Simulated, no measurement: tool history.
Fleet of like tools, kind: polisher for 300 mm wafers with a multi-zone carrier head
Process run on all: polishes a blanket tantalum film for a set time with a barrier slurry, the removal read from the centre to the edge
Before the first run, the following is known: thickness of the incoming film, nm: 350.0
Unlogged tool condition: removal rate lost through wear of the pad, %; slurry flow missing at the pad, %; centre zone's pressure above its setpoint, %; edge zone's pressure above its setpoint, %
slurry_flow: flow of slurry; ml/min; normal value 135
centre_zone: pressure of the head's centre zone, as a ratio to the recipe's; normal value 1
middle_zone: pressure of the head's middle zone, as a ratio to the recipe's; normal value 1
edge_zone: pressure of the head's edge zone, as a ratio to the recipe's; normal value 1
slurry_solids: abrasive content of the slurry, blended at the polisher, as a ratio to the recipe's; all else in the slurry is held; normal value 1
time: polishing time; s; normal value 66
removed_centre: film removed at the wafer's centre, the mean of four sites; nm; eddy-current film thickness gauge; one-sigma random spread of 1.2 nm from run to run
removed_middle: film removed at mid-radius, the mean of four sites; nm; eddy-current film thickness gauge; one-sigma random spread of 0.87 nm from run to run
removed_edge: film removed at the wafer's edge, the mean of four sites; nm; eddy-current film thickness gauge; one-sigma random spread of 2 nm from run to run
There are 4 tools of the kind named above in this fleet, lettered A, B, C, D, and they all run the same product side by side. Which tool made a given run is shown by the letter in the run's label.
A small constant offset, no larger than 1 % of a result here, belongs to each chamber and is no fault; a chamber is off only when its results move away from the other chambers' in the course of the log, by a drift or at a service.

| run | hour | slurry_flow | centre_zone | middle_zone | edge_zone | slurry_solids | time | wafers polished on this pad | hours since the slurry nozzle was cleaned | hours since the centre zone pressure was calibrated | hours since the edge zone pressure was calibrated | removed_centre | removed_middle | removed_edge |
|---|---|---|---|---|---|---|---|---|---|---|---|---|---|---|
| 1B | 8.6 | 135 | 1 | 1 | 1 | 1 | 66 | 607 | 522.3 | 995.6 | 187.2 | 139.51 | 136.07 | 135.28 |
| 2C | 14.8 | 135 | 1 | 1 | 1 | 1 | 66 | 289 | 90.8 | 322.3 | 851.0 | 136.88 | 135.78 | 134.05 |
|  | 18.9 | chamber A: worn pad replaced by a new one |
| 3D | 23.2 | 135 | 1 | 1 | 1 | 1 | 66 | 873 | 222.1 | 121.5 | 145.0 | 135.63 | 135.68 | 134.47 |
| 4A | 29.2 | 135 | 1 | 1 | 1 | 1 | 66 | 153 | 423.2 | 564.2 | 55.1 | 134.51 | 134.71 | 133.78 |
| 5C | 35.2 | 135 | 1 | 1 | 1 | 1 | 66 | 590 | 111.2 | 342.7 | 871.4 | 133.61 | 135.36 | 133.56 |
| 6A | 42.5 | 135 | 1 | 1 | 1 | 1 | 66 | 349 | 436.5 | 577.5 | 68.4 | 133.67 | 134.88 | 135.92 |
|  | 45.2 | chamber C: worn pad replaced by a new one |
| 7D | 46.4 | 135 | 1 | 1 | 1 | 1 | 66 | 1215 | 245.3 | 144.7 | 168.2 | 133.90 | 134.86 | 134.98 |
|  | 46.6 | chamber D: worn pad replaced by a new one |
| 8B | 50.4 | 135 | 1 | 1 | 1 | 1 | 66 | 1224 | 564.1 | 1037.4 | 229.0 | 137.53 | 133.02 | 128.78 |
| 9C | 57.9 | 135 | 1 | 1 | 1 | 1 | 66 | 188 | 133.9 | 365.4 | 894.1 | 135.99 | 136.96 | 138.63 |
|  | 58.4 | chamber A: slurry nozzle cleaned |
|  | 61.3 | chamber A: worn pad replaced by a new one |
| 10D | 63.5 | 135 | 1 | 1 | 1 | 1 | 66 | 249 | 262.4 | 161.8 | 185.3 | 137.49 | 135.47 | 131.71 |
| 11A | 69.2 | 135 | 1 | 1 | 1 | 1 | 66 | 117 | 10.9 | 604.2 | 95.1 | 136.95 | 136.30 | 134.13 |
| 12B | 77.4 | 135 | 1 | 1 | 1 | 1 | 66 | 1622 | 591.1 | 1064.4 | 256.0 | 132.50 | 132.21 | 134.32 |
| 13D | 81.3 | 135 | 1 | 1 | 1 | 1 | 66 | 512 | 280.2 | 179.6 | 203.1 | 137.09 | 135.19 | 139.32 |
| 14B | 86.2 | 135 | 1 | 1 | 1 | 1 | 66 | 1751 | 599.9 | 1073.2 | 264.8 | 132.09 | 130.94 | 129.70 |
|  | 88.8 | chamber C: worn pad replaced by a new one |
| 15C | 90.1 | 135 | 1 | 1 | 1 | 1 | 66 | 20 | 166.1 | 397.6 | 926.3 | 133.51 | 136.92 | 136.67 |
| 16A | 98.1 | 135 | 1 | 1 | 1 | 1 | 66 | 543 | 39.8 | 633.1 | 124.0 | 136.48 | 135.23 | 136.26 |
|  | 99.4 | chamber A: worn pad replaced by a new one |
| 17B | 104.6 | 135 | 1 | 1 | 1 | 1 | 66 | 2023 | 618.3 | 1091.6 | 283.2 | 132.23 | 131.09 | 128.99 |
| 18A | 109.6 | 135 | 1 | 1 | 1 | 1 | 66 | 150 | 51.3 | 644.6 | 135.5 | 135.64 | 135.17 | 131.32 |
|  | 111.4 | chamber D: worn pad replaced by a new one |
| 19C | 115.8 | 135 | 1 | 1 | 1 | 1 | 66 | 399 | 191.8 | 423.3 | 952.0 | 134.59 | 138.05 | 139.45 |
| 20D | 121.8 | 135 | 1 | 1 | 1 | 1 | 66 | 153 | 320.7 | 220.1 | 243.6 | 134.39 | 135.23 | 138.45 |
| 21D | 130.3 | 135 | 1 | 1 | 1 | 1 | 66 | 279 | 329.2 | 228.6 | 252.1 | 133.23 | 134.58 | 138.22 |
|  | 130.5 | chamber C: worn pad replaced by a new one |
|  | 134.7 | chamber A: worn pad replaced by a new one |
| 22C | 135.9 | 135 | 1 | 1 | 1 | 1 | 66 | 79 | 211.9 | 443.4 | 972.1 | 133.48 | 136.61 | 135.77 |
|  | 136.1 | chamber D: slurry nozzle cleaned |
| 23B | 144.3 | 135 | 1 | 1 | 1 | 1 | 66 | 2608 | 658.0 | 1131.3 | 322.9 | 128.20 | 127.21 | 125.60 |
| 24A | 150.8 | 115 | 1 | 1 | 1 | 1 | 66 | 238 | 92.5 | 685.8 | 176.7 | 131.82 | 131.51 | 131.79 |
| 25C | 157.0 | 115 | 1 | 1 | 1 | 1 | 66 | 390 | 233.0 | 464.5 | 993.2 | 129.31 | 131.57 | 132.75 |
| 26D | 161.1 | 115 | 1 | 1 | 1 | 1 | 66 | 733 | 25.1 | 259.4 | 282.9 | 131.35 | 130.50 | 130.32 |
| 27A | 169.0 | 115 | 1 | 1 | 1 | 1 | 66 | 506 | 110.7 | 704.0 | 194.9 | 131.31 | 132.76 | 134.04 |
|  | 169.5 | chamber B: edge zone pressure recalibrated |
|  | 173.3 | chamber A: worn pad replaced by a new one |
| 28B | 177.1 | 135 | 1 | 1 | 1 | 1 | 66 | 3092 | 690.8 | 1164.1 | 7.7 | 125.67 | 122.85 | 122.56 |
|  | 177.7 | chamber C: worn pad replaced by a new one |
| 29B | 181.1 | 135 | 1 | 1 | 1 | 1 | 66 | 3151 | 694.8 | 1168.1 | 11.7 | 125.79 | 123.48 | 122.74 |
| 30A | 187.7 | 135 | 1 | 1 | 1 | 1 | 66 | 212 | 129.4 | 722.7 | 213.6 | 138.26 | 136.00 | 134.72 |
| 31C | 192.1 | 135 | 1 | 1 | 1 | 1 | 66 | 213 | 268.1 | 499.6 | 1028.3 | 134.38 | 135.26 | 130.15 |

Read the log: is a single chamber off, either drifting away or since a service, is the gauge that measures every chamber drifting, or is nothing wrong beyond small per-chamber offsets? Name any odd chamber and what most likely caused it.

Chamber B drifts away from the others.
Cause: removal rate lost through wear of the pad, % = 9.83.
The log might look much the same if the cause were instead: slurry flow missing at the pad, %.

Below are 4 candidate recipes for chamber B's next run, each the usual settings with a change, their results shown as question marks. Which of them brings B's results back in line with what the other chambers give on the usual settings?
A result is in line if it is within this distance of the other chambers' mean on the usual settings: removed_centre 4.30 nm; removed_middle 3.00 nm; removed_edge 6.90 nm
| 32B-1 | 198.3 | 135 | 0.99 | 1.01 | 1.01 | 1 | 73 |  |  |  |  | ? | ? | ? |
| 32B-2 | 198.3 | 135 | 1.01 | 1.00 | 1.00 | 1 | 63 |  |  |  |  | ? | ? | ? |
| 32B-3 | 198.3 | 135 | 1.01 | 1.00 | 0.99 | 1 | 59 |  |  |  |  | ? | ? | ? |
| 32B-4 | 198.3 | 135 | 0.99 | 1.00 | 1.00 | 1 | 69 |  |  |  |  | ? | ? | ? |

On the usual settings, the other chambers give on average: removed_centre 135.17 nm; removed_middle 135.67 nm; removed_edge 135.33 nm
| run | removed_centre | removed_middle | removed_edge |
|---|---|---|---|
| 32B-1 | 134.34 | 136.45 | 134.14 |
| 32B-2 | 118.47 | 116.66 | 115.17 |
| 32B-3 | 110.95 | 109.25 | 107.29 |
| 32B-4 | 126.97 | 127.78 | 126.14 |
With 32B-1, the chamber falls back in line with the rest.
